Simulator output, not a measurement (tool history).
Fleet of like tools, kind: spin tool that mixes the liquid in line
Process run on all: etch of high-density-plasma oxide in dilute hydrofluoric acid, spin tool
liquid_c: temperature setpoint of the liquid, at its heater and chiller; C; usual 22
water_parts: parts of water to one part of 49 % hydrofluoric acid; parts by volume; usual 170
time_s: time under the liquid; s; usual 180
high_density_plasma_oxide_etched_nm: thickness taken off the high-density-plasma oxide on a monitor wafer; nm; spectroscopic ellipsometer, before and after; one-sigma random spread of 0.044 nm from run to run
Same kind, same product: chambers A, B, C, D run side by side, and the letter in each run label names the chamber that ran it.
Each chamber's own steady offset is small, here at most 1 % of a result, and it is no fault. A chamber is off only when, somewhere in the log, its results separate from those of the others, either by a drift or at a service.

run,day,liquid_c,water_parts,time_s,"read-back film thickness of the high-density-plasma oxide reference wafer, read on the same gauge (nm)",high_density_plasma_oxide_etched_nm
1A,0.204,22,170,180,90.015,5.5072
2B,0.479,22,170,180,89.979,5.5605
# day 0.512: chamber B: hydrofluoric acid flow meter replaced
3D,0.742,22,170,180,89.961,5.5771
4C,0.971,22,170,180,89.984,5.5966
5A,1.379,22,170,180,90.003,5.5179
6D,1.7,22,170,180,90.012,5.618
7B,2.088,22,170,180,89.972,5.5078
8C,2.438,22,105,120,90.012,6.3765
9D,2.675,22,105,120,89.975,6.5216
10A,2.979,22,105,120,89.996,6.3371
11B,3.212,22,105,120,90.01,6.2614
12C,3.488,22,170,180,89.991,5.6053
13C,3.896,22,170,180,90.029,5.5667
14B,4.221,22,170,180,90,5.4959
15D,4.521,22,170,180,89.957,5.6289
16A,4.858,22,170,180,89.991,5.5245
17D,5.142,22,170,180,89.978,5.6974
18C,5.338,22,170,180,89.981,5.6189
19B,5.554,22,170,180,90.016,5.3946
20A,5.762,22,170,180,89.979,5.4957
21D,6.138,22,170,180,90.006,5.7814
22B,6.392,22,170,85,89.98,2.608
# day 6.75: chamber D: thermometer replaced
23A,6.796,22,170,85,90.004,2.5897
24C,7.067,22,170,85,90.008,2.6166
25A,7.4,22,170,85,90.005,2.6224
26C,7.825,22,170,180,90.026,5.5864
27D,8.175,22,170,180,89.995,5.7867
28B,8.517,22,170,180,89.984,5.4992
29D,8.912,22,170,180,90.002,5.9089

Read the log: is a single chamber off, either drifting away or since a service, is the gauge that measures every chamber drifting, or is nothing wrong beyond small per-chamber offsets? Name any odd chamber and what most likely caused it.

Chamber D drifts away from the others.
Cause: hydrofluoric acid flow above the setpoint (%) = 4.88.

Chamber D could run next with any of the 4 candidate recipes listed below; each alters the usual settings, and their results appear as question marks. Which one brings its results back in line with what the other chambers deliver on the usual settings?
Counts as in line when no further than this from what the other chambers average on the usual settings: high_density_plasma_oxide_etched_nm 0.16 nm
30D-1,9.221,22,180,180,,?
30D-2,9.221,22,170,160,,?
30D-3,9.221,23.5,170,180,,?
30D-4,9.221,22,155,180,,?

On the usual settings, the other chambers give on average: high_density_plasma_oxide_etched_nm 5.5153 nm
run,high_density_plasma_oxide_etched_nm
30D-1,5.4435
30D-2,5.1759
30D-3,6.1729
30D-4,6.4862
30D-1 is the one that brings the chamber's results back in line with the other chambers.
